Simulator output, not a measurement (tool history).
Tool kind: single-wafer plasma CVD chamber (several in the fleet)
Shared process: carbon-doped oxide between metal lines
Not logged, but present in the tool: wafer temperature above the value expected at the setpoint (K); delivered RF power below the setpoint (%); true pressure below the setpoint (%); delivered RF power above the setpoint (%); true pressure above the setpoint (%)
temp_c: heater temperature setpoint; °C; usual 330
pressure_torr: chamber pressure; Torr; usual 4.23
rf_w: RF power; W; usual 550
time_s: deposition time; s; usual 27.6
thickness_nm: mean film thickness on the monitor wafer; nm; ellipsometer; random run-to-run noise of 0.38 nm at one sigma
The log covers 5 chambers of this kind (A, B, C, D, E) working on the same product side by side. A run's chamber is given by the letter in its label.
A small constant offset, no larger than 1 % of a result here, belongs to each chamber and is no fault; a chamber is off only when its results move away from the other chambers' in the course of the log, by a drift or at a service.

run   hour  temp_c  pressure_torr  rf_w  time_s  hours since the last thermocouple change  hours since the last RF generator calibration  hours since the last manometer calibration  read-back reference wafer on the same gauge, thickness_nm  thickness_nm
 1D    8.7     330           4.23   550    27.6                                    1042.1                                          699.9                                      1138.5                                                     143.97         155.6
 2B     18     330           4.23   550    27.6                                    1917.5                                          526.1                                      2570.8                                                     143.99        157.09
 3A   32.4     330           4.23   550    27.6                                     689.7                                          316.1                                      1854.1                                                     144.07        155.45
 4E   41.7     330           4.23   550    27.6                                        84                                         1968.3                                       295.4                                                     143.98         155.6
 5C   53.6     330           4.23   550    27.6                                    1205.2                                         1192.9                                       774.5                                                     144.01        154.64
 6C   62.6     330           4.23   550    27.6                                    1214.2                                         1201.9                                       783.5                                                     143.93        154.75
      69.9  -- chamber D: thermocouple changed; heater temperature recalibrated
 7A   73.3     330           4.23   550    27.6                                     730.6                                            357                                        1895                                                     143.99        155.39
 8D   83.1     330           4.23   550    27.6                                      13.2                                          774.3                                      1212.9                                                     144.03        156.45
 9E   97.7     330           4.23   550    27.6                                       140                                         2024.3                                       351.4                                                     143.97        155.77
10B  108.8     330           4.23   550    27.6                                    2008.3                                          616.9                                      2661.6                                                     144.04        157.49
11B  116.5     330           4.23   550    27.6                                      2016                                          624.6                                      2669.3                                                     143.93        156.51
12D  128.4     317           3.66   550    27.6                                      58.5                                          819.6                                      1258.2                                                     144.12        160.65
     133.3  -- chamber D: RF generator calibrated
13E  140.4     317           3.66   550    27.6                                     182.7                                           2067                                       394.1                                                        144        161.34
14C  151.5     317           3.66   550    27.6                                    1303.1                                         1290.8                                       872.4                                                     144.12        160.01
15A  163.6     317           3.66   550    27.6                                     820.9                                          447.3                                      1985.3                                                     143.98        160.07
16E  171.5     317           3.66   550    27.6                                     213.8                                         2098.1                                       425.2                                                     144.03         161.3
17D  179.4     330           4.23   550    27.6                                     109.5                                           46.2                                      1309.2                                                     143.97        155.49
     186.8  -- chamber B: thermocouple changed; heater temperature recalibrated
18B  187.3     330           4.23   550    27.6                                       0.5                                          695.4                                      2740.1                                                     143.97        157.44
     194.9  -- chamber E: RF generator calibrated
19A  200.3     330           4.23   550    27.6                                     857.6                                            484                                        2022                                                     144.05        154.11
     208.8  -- chamber B: capacitance manometer re-zeroed and calibrated
20C    212     330           4.23   550    27.6                                    1363.6                                         1351.3                                       932.9                                                     144.06         154.7
21E  226.2     330           4.23   550    27.6                                     268.5                                           31.4                                       479.9                                                     143.85        155.65
22B  238.2     330           4.23   550    27.6                                      51.4                                          746.3                                        29.5                                                     144.06        157.79
23C  253.1     330           4.23   550    27.6                                    1404.7                                         1392.4                                         974                                                        144        154.79
24D  264.9     330           4.23   550    27.6                                       195                                          131.7                                      1394.7                                                     144.07        156.51
25A  279.6     330           4.23   550    27.6                                     936.9                                          563.3                                      2101.3                                                     143.95        153.56
26B  294.9     330           4.23   550    27.6                                     108.1                                            803                                        86.2                                                     143.95        157.81
     297.2  -- chamber D: capacitance manometer re-zeroed and calibrated
27C  302.5     330           4.23   550    27.6                                    1454.1                                         1441.8                                      1023.4                                                     144.01        154.88
28A  313.8     330           4.23   550    27.6                                     971.1                                          597.5                                      2135.5                                                     144.07        153.13
29E  325.4     330           4.23   485    22.3                                     367.7                                          130.6                                       579.1                                                      144.1        117.07
30D  337.9     330           4.23   485    22.3                                       268                                          204.7                                        40.7                                                     143.95        116.78
31A  347.4     330           4.23   485    22.3                                    1004.7                                          631.1                                      2169.1                                                     143.99        114.37
32D  362.4     330           4.23   485    22.3                                     292.5                                          229.2                                        65.2                                                     144.02        116.68
33E  376.7     330           4.23   485    22.3                                       419                                          181.9                                       630.4                                                     143.95        117.23
34B  389.9     330           4.23   550    27.6                                     203.1                                            898                                       181.2                                                     144.02        157.02
35C  400.5     330           4.23   550    27.6                                    1552.1                                         1539.8                                      1121.4                                                     143.94        154.56
36D    413     330           3.85   550    27.6                                     343.1                                          279.8                                       115.8                                                     143.99         153.5
37B  425.7     330           3.85   550    27.6                                     238.9                                          933.8                                         217                                                     143.98        155.15
38C  435.1     330           3.85   550    27.6                                    1586.7                                         1574.4                                        1156                                                     143.99         152.7
39E  444.8     330           3.85   550    27.6                                     487.1                                            250                                       698.5                                                     143.99        153.27
40A  453.5     330           3.85   550    27.6                                    1110.8                                          737.2                                      2275.2                                                     143.94        149.88
41B  460.6     330           4.23   550    27.6                                     273.8                                          968.7                                       251.9                                                     144.03        157.23

All chambers now run identical settings, listed one chamber a line with results as question marks. What results will each chamber show?
42A  472.1     330           4.23   650    27.6                                                                                                                                                                                                             ?
42B  472.1     330           4.23   650    27.6                                                                                                                                                                                                             ?
42C  472.1     330           4.23   650    27.6                                                                                                                                                                                                             ?
42D  472.1     330           4.23   650    27.6                                                                                                                                                                                                             ?
42E  472.1     330           4.23   650    27.6                                                                                                                                                                                                             ?

run  thickness_nm
42A        168.02
42B        174.65
42C        171.88
42D        172.65
42E        172.66
